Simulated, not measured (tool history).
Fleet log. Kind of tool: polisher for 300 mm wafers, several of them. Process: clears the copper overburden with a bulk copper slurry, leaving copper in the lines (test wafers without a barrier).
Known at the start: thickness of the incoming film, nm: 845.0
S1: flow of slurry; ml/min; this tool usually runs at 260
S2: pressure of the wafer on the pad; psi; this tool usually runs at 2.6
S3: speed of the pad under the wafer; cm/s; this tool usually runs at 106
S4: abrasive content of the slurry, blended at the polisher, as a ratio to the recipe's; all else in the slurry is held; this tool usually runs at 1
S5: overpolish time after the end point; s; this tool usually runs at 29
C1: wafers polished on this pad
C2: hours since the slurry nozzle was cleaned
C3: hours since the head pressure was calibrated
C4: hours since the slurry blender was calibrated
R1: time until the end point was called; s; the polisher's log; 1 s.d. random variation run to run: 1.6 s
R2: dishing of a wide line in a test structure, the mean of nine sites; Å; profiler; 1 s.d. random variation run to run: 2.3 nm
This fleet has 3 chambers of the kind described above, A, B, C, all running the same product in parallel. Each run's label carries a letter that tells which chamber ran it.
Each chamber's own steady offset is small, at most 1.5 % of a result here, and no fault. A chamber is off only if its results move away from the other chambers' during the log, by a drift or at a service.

{"run": "1B", "hour": 14.4, "S1": 260, "S2": 2.6, "S3": 106, "S4": 1, "S5": 29, "C1": 270, "C2": 260.4, "C3": 151.6, "C4": 25.8, "R1": 83.568, "R2": 1047.5}
{"run": "2A", "hour": 27.0, "S1": 260, "S2": 2.6, "S3": 106, "S4": 1, "S5": 29, "C1": 150, "C2": 389.7, "C3": 195.1, "C4": 77.0, "R1": 81.951, "R2": 1059.1}
{"hour": 28.1, "done": "chamber C: slurry blender recalibrated"}
{"run": "3C", "hour": 38.3, "S1": 260, "S2": 2.6, "S3": 106, "S4": 1, "S5": 29, "C1": 341, "C2": 333.6, "C3": 564.9, "C4": 10.3, "R1": 80.884, "R2": 1055.4}
{"run": "4B", "hour": 50.5, "S1": 260, "S2": 2.6, "S3": 106, "S4": 1, "S5": 29, "C1": 467, "C2": 296.5, "C3": 187.7, "C4": 61.9, "R1": 85.463, "R2": 1047.9}
{"run": "5C", "hour": 60.4, "S1": 260, "S2": 2.6, "S3": 106, "S4": 1, "S5": 29, "C1": 462, "C2": 355.7, "C3": 587.0, "C4": 32.4, "R1": 81.968, "R2": 1048.3}
{"run": "6A", "hour": 73.5, "S1": 260, "S2": 2.6, "S3": 106, "S4": 1, "S5": 29, "C1": 404, "C2": 436.2, "C3": 241.6, "C4": 123.5, "R1": 80.287, "R2": 1015.2}
{"hour": 79.1, "done": "chamber B: worn pad replaced by a new one"}
{"run": "7B", "hour": 84.1, "S1": 260, "S2": 2.6, "S3": 106, "S4": 1, "S5": 29, "C1": 27, "C2": 330.1, "C3": 221.3, "C4": 95.5, "R1": 79.93, "R2": 1043.8}
{"run": "8A", "hour": 92.2, "S1": 260, "S2": 2.6, "S3": 106, "S4": 1, "S5": 29, "C1": 506, "C2": 454.9, "C3": 260.3, "C4": 142.2, "R1": 84.017, "R2": 979.96}
{"hour": 93.0, "done": "chamber B: slurry blender recalibrated"}
{"run": "9C", "hour": 101.4, "S1": 260, "S2": 2.6, "S3": 106, "S4": 1, "S5": 29, "C1": 686, "C2": 396.7, "C3": 628.0, "C4": 73.4, "R1": 80.564, "R2": 1056.0}
{"hour": 108.6, "done": "chamber C: slurry nozzle cleaned"}
{"run": "10B", "hour": 112.2, "S1": 260, "S2": 2.6, "S3": 106, "S4": 1, "S5": 29, "C1": 180, "C2": 358.2, "C3": 249.4, "C4": 19.3, "R1": 82.106, "R2": 993.73}
{"hour": 118.7, "done": "chamber A: slurry blender recalibrated"}
{"run": "11A", "hour": 122.7, "S1": 260, "S2": 2.6, "S3": 106, "S4": 1, "S5": 29, "C1": 673, "C2": 485.4, "C3": 290.8, "C4": 4.1, "R1": 81.34, "R2": 1049.3}
{"hour": 123.8, "done": "chamber A: worn pad replaced by a new one"}
{"run": "12C", "hour": 138.6, "S1": 260, "S2": 2.6, "S3": 106, "S4": 1, "S5": 29, "C1": 889, "C2": 30.1, "C3": 665.2, "C4": 110.6, "R1": 79.434, "R2": 1031.4}
{"hour": 143.6, "done": "chamber C: slurry blender recalibrated"}
{"run": "13A", "hour": 152.6, "S1": 260, "S2": 2.6, "S3": 106, "S4": 1, "S5": 29, "C1": 157, "C2": 515.3, "C3": 320.7, "C4": 34.0, "R1": 81.689, "R2": 1077.3}
{"run": "14B", "hour": 164.6, "S1": 230, "S2": 2.6, "S3": 80, "S4": 1, "S5": 29, "C1": 466, "C2": 410.6, "C3": 301.8, "C4": 71.7, "R1": 108.27, "R2": 914.14}
{"run": "15C", "hour": 179.7, "S1": 230, "S2": 2.6, "S3": 80, "S4": 1, "S5": 29, "C1": 1113, "C2": 71.2, "C3": 706.3, "C4": 36.2, "R1": 110.11, "R2": 929.87}
{"hour": 180.9, "done": "chamber C: worn pad replaced by a new one"}
{"hour": 183.0, "done": "chamber B: slurry blender recalibrated"}
{"hour": 185.6, "done": "chamber B: worn pad replaced by a new one"}
{"run": "16C", "hour": 190.8, "S1": 230, "S2": 2.6, "S3": 80, "S4": 1, "S5": 29, "C1": 54, "C2": 82.3, "C3": 717.4, "C4": 47.3, "R1": 107.47, "R2": 931.37}
{"hour": 192.6, "done": "chamber C: head pressure recalibrated"}
{"hour": 198.3, "done": "chamber A: slurry nozzle cleaned"}
{"run": "17B", "hour": 205.9, "S1": 260, "S2": 2.6, "S3": 106, "S4": 1, "S5": 29, "C1": 110, "C2": 451.9, "C3": 343.1, "C4": 23.0, "R1": 80.304, "R2": 1008.5}
{"run": "18A", "hour": 217.4, "S1": 260, "S2": 2.6, "S3": 106, "S4": 1, "S5": 29, "C1": 511, "C2": 19.2, "C3": 385.5, "C4": 98.8, "R1": 79.784, "R2": 1007.3}
{"run": "19A", "hour": 225.5, "S1": 260, "S2": 2.6, "S3": 106, "S4": 1, "S5": 29, "C1": 555, "C2": 27.3, "C3": 393.6, "C4": 106.9, "R1": 81.348, "R2": 1021.6}
{"run": "20C", "hour": 232.9, "S1": 260, "S2": 2.6, "S3": 106, "S4": 1, "S5": 29, "C1": 284, "C2": 124.4, "C3": 40.3, "C4": 89.4, "R1": 79.76, "R2": 1017.4}
{"run": "21B", "hour": 241.7, "S1": 260, "S2": 2.6, "S3": 106, "S4": 1, "S5": 29, "C1": 306, "C2": 487.7, "C3": 378.9, "C4": 58.8, "R1": 82.952, "R2": 998.09}
{"run": "22B", "hour": 252.2, "S1": 260, "S2": 2.6, "S3": 106, "S4": 1, "S5": 29, "C1": 363, "C2": 498.2, "C3": 389.4, "C4": 69.3, "R1": 82.801, "R2": 1008.2}

Is one chamber off against the others, does the gauge drift, or is nothing wrong? If a chamber is off, say which, and what the likeliest cause is.

Neither any chamber nor the gauge drifts; the chambers differ only by their own small, steady offsets.
